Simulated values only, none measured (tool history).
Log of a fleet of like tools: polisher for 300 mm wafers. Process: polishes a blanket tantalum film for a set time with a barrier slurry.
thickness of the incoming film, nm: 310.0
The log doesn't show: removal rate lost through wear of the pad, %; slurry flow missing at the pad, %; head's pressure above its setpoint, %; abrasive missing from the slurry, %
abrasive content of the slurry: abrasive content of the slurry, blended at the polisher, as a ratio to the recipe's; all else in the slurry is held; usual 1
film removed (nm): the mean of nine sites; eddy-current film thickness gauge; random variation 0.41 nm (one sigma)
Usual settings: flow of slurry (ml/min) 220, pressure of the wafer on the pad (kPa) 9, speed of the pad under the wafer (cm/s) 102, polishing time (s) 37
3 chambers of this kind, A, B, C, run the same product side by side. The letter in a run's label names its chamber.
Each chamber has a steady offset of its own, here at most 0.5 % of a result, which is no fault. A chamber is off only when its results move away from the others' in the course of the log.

| run | day | flow of slurry (ml/min) | pressure of the wafer on the pad (kPa) | speed of the pad under the wafer (cm/s) | abrasive content of the slurry | polishing time (s) | wafers polished on this pad | hours since the slurry nozzle was cleaned | hours since the head pressure was calibrated | hours since the slurry blender was calibrated | film removed (nm) |
|---|---|---|---|---|---|---|---|---|---|---|---|
| 1A | 0.167 | 220 | 9 | 102 | 1 | 37 | 335 | 423 | 500.3 | 323.8 | 39.384 |
| 2B | 0.275 | 220 | 9 | 102 | 1 | 37 | 165 | 73.7 | 207.3 | 303.1 | 39.963 |
| 3C | 0.354 | 220 | 9 | 102 | 1 | 37 | 559 | 535.2 | 1033.6 | 85.4 | 39.928 |
| 4B | 0.512 | 220 | 9 | 102 | 1 | 37 | 204 | 79.4 | 213 | 308.8 | 40.071 |
| 5A | 0.654 | 220 | 9 | 102 | 1 | 37 | 414 | 434.7 | 512 | 335.5 | 38.818 |
| 6C | 0.788 | 220 | 9 | 102 | 1 | 37 | 630 | 545.6 | 1044 | 95.8 | 40.169 |
|  | 0.908 | chamber A: slurry nozzle cleaned |
| 7A | 0.929 | 220 | 9 | 102 | 1 | 37 | 459 | 0.5 | 518.6 | 342.1 | 39.229 |
| 8C | 1.108 | 220 | 9 | 102 | 1 | 37 | 682 | 553.3 | 1051.7 | 103.5 | 39.547 |
| 9B | 1.208 | 175 | 9 | 102 | 1 | 37 | 317 | 96.1 | 229.7 | 325.5 | 37.851 |
| 10A | 1.346 | 175 | 9 | 102 | 1 | 37 | 527 | 10.5 | 528.6 | 352.1 | 38.827 |
| 11C | 1.45 | 175 | 9 | 102 | 1 | 37 | 738 | 561.5 | 1059.9 | 111.7 | 39.186 |
| 12B | 1.596 | 220 | 9 | 102 | 1 | 37 | 380 | 105.4 | 239 | 334.8 | 39.408 |
|  | 1.612 | chamber A: head pressure recalibrated |
| 13A | 1.75 | 220 | 9 | 102 | 1 | 37 | 593 | 20.2 | 3.4 | 361.8 | 44.117 |
| 14C | 1.846 | 220 | 9 | 102 | 1 | 37 | 802 | 571 | 1069.4 | 121.2 | 40.313 |
| 15B | 2.004 | 220 | 9 | 102 | 1 | 37 | 446 | 115.2 | 248.8 | 344.6 | 39.728 |
| 16C | 2.158 | 220 | 5.5 | 102 | 1 | 37 | 853 | 578.5 | 1076.9 | 128.7 | 24.385 |
| 17B | 2.258 | 220 | 5.5 | 102 | 1 | 37 | 488 | 121.3 | 254.9 | 350.7 | 24.895 |
|  | 2.3 | chamber C: worn pad replaced by a new one |
| 18A | 2.35 | 220 | 5.5 | 102 | 1 | 37 | 690 | 34.6 | 17.8 | 376.2 | 26.785 |
| 19B | 2.454 | 220 | 9 | 102 | 1 | 37 | 520 | 126 | 259.6 | 355.4 | 39.558 |
|  | 2.575 | chamber A: worn pad replaced by a new one |
| 20C | 2.608 | 220 | 9 | 102 | 1 | 37 | 50 | 589.3 | 1087.7 | 139.5 | 39.588 |
| 21A | 2.746 | 220 | 9 | 102 | 1 | 37 | 28 | 44.1 | 27.3 | 385.7 | 43.484 |
| 22C | 2.871 | 220 | 9 | 102 | 1 | 37 | 92 | 595.6 | 1094 | 145.8 | 39.812 |
| 23B | 2.992 | 220 | 9 | 102 | 1 | 37 | 607 | 138.9 | 272.5 | 368.3 | 40.442 |
| 24A | 3.079 | 220 | 9 | 102 | 1 | 37 | 82 | 52.1 | 35.3 | 393.7 | 43.253 |
|  | 3.125 | chamber A: slurry blender recalibrated |
| 25C | 3.158 | 220 | 9 | 102 | 1 | 37 | 139 | 602.5 | 1100.9 | 152.7 | 40.077 |
| 26A | 3.338 | 220 | 9 | 102 | 1 | 37 | 124 | 58.3 | 41.5 | 5.2 | 42.779 |

Is one chamber off against the others, does the gauge drift, or is nothing wrong? If a chamber is off, say which, and what the likeliest cause is.

A service left chamber A off against the others.
Cause: head's pressure above its setpoint, % = 9.84.

Here are 4 candidates for chamber A's next run, each the usual settings with a change, their results left as question marks. Which one brings its results back in line with what the others give on the usual settings?
In line means no further than this from the other chambers' mean on the usual settings: film removed (nm) 1.5
| 27A-1 | 3.467 | 130 | 9 | 102 | 1 | 37 |  |  |  |  | ? |
| 27A-2 | 3.467 | 220 | 8.3 | 94 | 1 | 37 |  |  |  |  | ? |
| 27A-3 | 3.467 | 220 | 9 | 118 | 1 | 37 |  |  |  |  | ? |
| 27A-4 | 3.467 | 220 | 9 | 106 | 1 | 39 |  |  |  |  | ? |

The other chambers' mean on the usual settings: film removed (nm) 39.81
| run | film removed (nm) |
|---|---|
| 27A-1 | 40.101 |
| 27A-2 | 37.044 |
| 27A-3 | 50.476 |
| 27A-4 | 47.728 |
27A-1 brings the chamber back in line.
